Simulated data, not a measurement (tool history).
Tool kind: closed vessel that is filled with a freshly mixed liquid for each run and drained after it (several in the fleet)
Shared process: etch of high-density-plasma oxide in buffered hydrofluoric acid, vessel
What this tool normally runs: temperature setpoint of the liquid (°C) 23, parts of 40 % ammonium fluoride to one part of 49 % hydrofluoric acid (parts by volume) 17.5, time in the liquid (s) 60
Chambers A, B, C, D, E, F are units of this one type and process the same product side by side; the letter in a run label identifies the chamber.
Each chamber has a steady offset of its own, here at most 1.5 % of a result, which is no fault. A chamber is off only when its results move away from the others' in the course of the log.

run,hour,temperature setpoint of the liquid (°C),parts of 40 % ammonium fluoride to one part of 49 % hydrofluoric acid (parts by volume),time in the liquid (s),hours since the thermometer was replaced,hours since the hydrofluoric acid flow meter was replaced,"read-back film thickness of the high-density-plasma oxide reference wafer, read on the same gauge (nm)",thickness taken off the high-density-plasma oxide on a monitor wafer (Å)
1E,5.9,23,17.5,60,708.9,986.8,150.00,513.72
2F,12.4,23,17.5,60,395.4,1961.2,149.99,504.70
3D,21.6,23,17.5,60,590.2,507.7,149.98,510.25
4C,27.2,23,17.5,60,1286.4,136.5,149.99,511.94
5B,34.5,23,17.5,60,259.7,240.5,150.03,513.21
6A,39.9,23,17.5,60,965.5,722.5,149.98,501.96
7B,48.9,23,17.5,60,274.1,254.9,149.98,518.33
8A,53.4,23,17.5,60,979.0,736.0,150.01,509.37
9E,58.6,23,17.5,60,761.6,1039.5,149.99,519.39
10C,62.9,23,17.5,30,1322.1,172.2,149.98,254.26
11D,71.8,23,17.5,30,640.4,557.9,150.00,257.52
12F,76.2,23,17.5,30,459.2,2025.0,150.01,254.11
13D,84.9,23,17.5,30,653.5,571.0,149.97,253.81
14C,90.2,23,17.5,30,1349.4,199.5,150.01,256.22
15B,96.4,23,17.5,30,321.6,302.4,150.02,260.33
16F,102.8,23,17.5,60,485.8,2051.6,150.01,503.62
17A,110.3,23,17.5,60,1035.9,792.9,149.96,502.15
18E,116.6,23,17.5,60,819.6,1097.5,150.02,534.99
19D,123.4,23,17.5,60,692.0,609.5,150.00,505.85
20C,131.1,23,17.5,60,1390.3,240.4,150.00,515.99
21A,137.2,23,17.5,60,1062.8,819.8,150.02,502.14
22F,146.2,23,17.5,60,529.2,2095.0,149.99,496.83
23B,154.7,23,17.5,60,379.9,360.7,149.96,516.30
24E,160.1,23,13.0,95,863.1,1141.0,150.00,1159.40
25B,167.2,23,13.0,95,392.4,373.2,149.98,1090.60
26D,175.3,23,13.0,95,743.9,661.4,149.98,1070.60
27C,181.8,23,13.0,95,1441.0,291.1,150.01,1086.40
28F,185.9,23,13.0,95,568.9,2134.7,150.01,1067.10
29E,194.9,23,13.0,95,897.9,1175.8,149.98,1163.60
# hour 197.1: chamber F: hydrofluoric acid flow meter replaced
30A,199.7,23,17.5,50,1125.3,882.3,149.99,419.63
31E,204.2,23,17.5,50,907.2,1185.1,150.04,457.97
32C,209.4,23,17.5,50,1468.6,318.7,149.99,430.24
33F,218.4,23,17.5,50,601.4,21.4,150.01,415.16
34B,225.1,23,17.5,50,450.3,431.1,149.99,430.31
35D,230.1,23,17.5,50,798.7,716.2,149.99,425.90
36A,238.3,23,17.5,60,1163.9,920.9,150.03,500.16
37B,244.7,23,17.5,60,469.9,450.7,150.02,506.24

Is one chamber out of step, is the gauge drifting, or do the chambers differ by no more than their own small offsets? For an off chamber, give its letter and the likeliest cause.

One chamber, E, drifts off from the rest bit by bit.
Most likely cause: hydrofluoric acid flow above the setpoint (%) = 11.1.
With only this log, it may be confused with: liquid hotter than its thermometer reads (K).

Chamber E could run next with any of the 4 candidate recipes listed below; each alters the usual settings, and their results appear as question marks. Which one brings its results back in line with what the other chambers deliver on the usual settings?
In line here means within this much of the mean the other chambers give on the usual settings: thickness taken off the high-density-plasma oxide on a monitor wafer (Å) 14.00
38E-1,251.3,23.0,17.0,65,,,,?
38E-2,251.3,22.5,19.0,60,,,,?
38E-3,251.3,24.0,17.5,60,,,,?
38E-4,251.3,22.0,17.5,60,,,,?

On the usual settings, the other chambers give on average: thickness taken off the high-density-plasma oxide on a monitor wafer (Å) 507.96
run,thickness taken off the high-density-plasma oxide on a monitor wafer (Å)
38E-1,633.12
38E-2,509.39
38E-3,599.97
38E-4,537.46
38E-2 is the one that brings the chamber's results back in line with the other chambers.
